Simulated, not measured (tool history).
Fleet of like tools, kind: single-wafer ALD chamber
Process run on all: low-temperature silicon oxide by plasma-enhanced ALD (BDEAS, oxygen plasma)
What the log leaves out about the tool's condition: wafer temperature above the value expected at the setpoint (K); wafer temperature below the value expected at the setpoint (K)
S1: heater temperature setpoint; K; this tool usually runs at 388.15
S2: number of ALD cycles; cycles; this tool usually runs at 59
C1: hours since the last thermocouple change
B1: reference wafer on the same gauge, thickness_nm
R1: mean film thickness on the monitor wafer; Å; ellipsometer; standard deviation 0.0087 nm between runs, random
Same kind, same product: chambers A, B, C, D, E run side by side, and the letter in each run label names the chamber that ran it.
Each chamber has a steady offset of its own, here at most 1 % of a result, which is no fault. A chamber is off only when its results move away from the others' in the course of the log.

| run | hour | S1 | S2 | C1 | B1 | R1 |
|---|---|---|---|---|---|---|
| 1C | 3.4 | 388.15 | 59 | 904.0 | 9.6122 | 81.943 |
| 2E | 8.4 | 388.15 | 59 | 1633.7 | 9.6121 | 81.822 |
| 3D | 12.2 | 388.15 | 59 | 1111.5 | 9.6148 | 81.488 |
| 4B | 17.0 | 388.15 | 59 | 755.5 | 9.6164 | 81.638 |
| 5A | 19.7 | 388.15 | 59 | 725.8 | 9.6183 | 81.312 |
| 6D | 25.4 | 388.15 | 59 | 1124.7 | 9.6196 | 81.667 |
| 7A | 28.9 | 388.15 | 59 | 735.0 | 9.6192 | 81.460 |
| 8E | 31.9 | 393.15 | 65 | 1657.2 | 9.6211 | 89.599 |
| 9C | 34.9 | 393.15 | 65 | 935.5 | 9.6219 | 89.595 |
| 10B | 39.0 | 393.15 | 65 | 777.5 | 9.6228 | 89.251 |
| 11D | 43.2 | 393.15 | 65 | 1142.5 | 9.6214 | 89.247 |
| 12A | 46.2 | 393.15 | 65 | 752.3 | 9.6258 | 89.070 |
| 13E | 51.5 | 388.15 | 59 | 1676.8 | 9.6289 | 81.921 |
| 14C | 54.4 | 388.15 | 59 | 955.0 | 9.6295 | 82.084 |
| 15B | 59.5 | 388.15 | 59 | 798.0 | 9.6300 | 82.048 |
| 16B | 63.7 | 388.15 | 64 | 802.2 | 9.6336 | 88.844 |
| 17A | 67.8 | 388.15 | 64 | 773.9 | 9.6308 | 88.559 |
| 18D | 70.9 | 388.15 | 64 | 1170.2 | 9.6344 | 88.803 |
| 19E | 75.2 | 388.15 | 64 | 1700.5 | 9.6350 | 88.964 |
| 20C | 79.1 | 388.15 | 64 | 979.7 | 9.6355 | 89.149 |
| 21B | 81.9 | 388.15 | 59 | 820.4 | 9.6392 | 82.051 |
| 22D | 86.9 | 382.15 | 59 | 1186.2 | 9.6384 | 82.708 |
| 23A | 91.7 | 382.15 | 59 | 797.8 | 9.6420 | 82.659 |
|  | 96.0 | chamber E: thermocouple changed; heater temperature recalibrated |
| 24C | 96.2 | 382.15 | 59 | 996.8 | 9.6400 | 83.177 |
| 25E | 100.3 | 382.15 | 59 | 4.4 | 9.6418 | 82.935 |
| 26C | 103.5 | 382.15 | 59 | 1004.1 | 9.6429 | 83.186 |
| 27A | 107.6 | 375.15 | 54 | 813.7 | 9.6484 | 76.541 |
| 28B | 112.2 | 375.15 | 54 | 850.7 | 9.6472 | 76.860 |
| 29D | 117.1 | 375.15 | 54 | 1216.4 | 9.6514 | 76.723 |
| 30E | 119.6 | 375.15 | 54 | 23.7 | 9.6521 | 76.997 |

Read the log: is a single chamber off, either drifting away or since a service, is the gauge that measures every chamber drifting, or is nothing wrong beyond small per-chamber offsets? Name any odd chamber and what most likely caused it.

The shared gauge is drifting. All chambers look as if they move in step, but none is off.
Cause: gauge reads high (%) = 0.437.

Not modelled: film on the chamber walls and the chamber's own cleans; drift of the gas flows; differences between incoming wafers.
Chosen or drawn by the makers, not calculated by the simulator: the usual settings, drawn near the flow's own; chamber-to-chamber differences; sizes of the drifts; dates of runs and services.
